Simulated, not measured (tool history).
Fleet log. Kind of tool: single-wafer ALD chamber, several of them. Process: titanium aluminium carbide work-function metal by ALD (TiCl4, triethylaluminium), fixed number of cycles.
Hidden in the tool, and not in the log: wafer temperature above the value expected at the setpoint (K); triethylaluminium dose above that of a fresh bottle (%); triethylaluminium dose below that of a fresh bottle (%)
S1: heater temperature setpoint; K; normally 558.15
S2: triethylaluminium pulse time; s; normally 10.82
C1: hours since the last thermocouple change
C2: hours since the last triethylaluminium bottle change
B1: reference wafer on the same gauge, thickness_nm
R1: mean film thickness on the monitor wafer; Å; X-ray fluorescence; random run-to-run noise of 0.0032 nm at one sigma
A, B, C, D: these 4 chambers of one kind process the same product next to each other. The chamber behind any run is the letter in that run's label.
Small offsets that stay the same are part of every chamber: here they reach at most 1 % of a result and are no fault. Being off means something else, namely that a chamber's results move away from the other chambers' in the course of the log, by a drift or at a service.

run	day	S1	S2	C1	C2	B1	R1
1D	0.183	558.15	10.82	2303.5	352.1	2.0609	18.937
2B	0.504	558.15	10.82	568.8	774.4	2.0607	18.765
3A	0.742	558.15	10.82	1074.3	722.6	2.0611	18.994
4C	1.104	558.15	10.82	1228.7	93.7	2.0618	18.901
5A	1.292	547.15	13.94	1087.5	735.8	2.0617	18.312
6B	1.562	547.15	13.94	594.2	799.8	2.0623	18.086
7C	1.838	547.15	13.94	1246.3	111.3	2.0631	18.216
8D	2.05	547.15	13.94	2348.3	396.9	2.0628	18.342
9D	2.3	558.15	10.82	2354.3	402.9	2.064	18.999
10C	2.612	558.15	10.82	1264.9	129.9	2.0636	18.928
# day 2.862: chamber D: thermocouple changed; heater temperature recalibrated
11B	3.025	549.15	10.82	629.3	834.9	2.0645	18.014
12A	3.329	549.15	10.82	1136.4	784.7	2.0639	18.192
13C	3.675	549.15	10.82	1290.4	155.4	2.0653	18.15
14D	3.912	549.15	10.82	25.3	441.6	2.0653	18.202
15B	4.138	558.15	10.82	656	861.6	2.0649	18.788
16A	4.446	558.15	10.82	1163.2	811.5	2.0665	18.982
# day 4.571: chamber B: triethylaluminium bottle replaced
17C	4.729	558.15	10.82	1315.7	180.7	2.0668	19.003
18B	5.071	558.15	10.82	678.4	12	2.0668	18.829
19A	5.258	558.15	10.82	1182.7	831	2.0676	19.038
20D	5.462	558.15	10.82	62.5	478.8	2.0683	19.001
21C	5.725	558.15	10.82	1339.6	204.6	2.0686	18.925
22B	6.092	572.15	14.94	702.9	36.5	2.0683	20.368
23D	6.371	572.15	14.94	84.3	500.6	2.0689	20.644
24A	6.617	572.15	14.94	1215.3	863.6	2.0692	20.638
25B	6.996	572.15	14.94	724.6	58.2	2.0701	20.362
26A	7.246	558.15	10.82	1230.4	878.7	2.0705	19.114
27D	7.55	558.15	10.82	112.6	528.9	2.0711	19.063
28C	7.908	558.15	10.82	1392	257	2.0705	18.922
# day 8.117: chamber C: thermocouple changed; heater temperature recalibrated
29A	8.233	558.15	10.82	1254.1	902.4	2.071	19.05
30D	8.55	558.15	10.82	136.6	552.9	2.0735	19.123
31C	8.908	558.15	10.82	19	281	2.0731	18.958
32B	9.321	558.15	10.82	780.4	114	2.0733	18.849
33A	9.546	558.15	10.82	1285.6	933.9	2.0743	19.069
34C	9.758	558.15	10.82	39.4	301.4	2.0737	19.001

One chamber off, gauge drift, or nothing amiss beyond the chambers' own small offsets? If it is a chamber, which one, and what is the likeliest cause?

The shared gauge is drifting. All chambers look as if they move in step, but none is off.
Likeliest cause: gauge reads high (%) = 0.704.
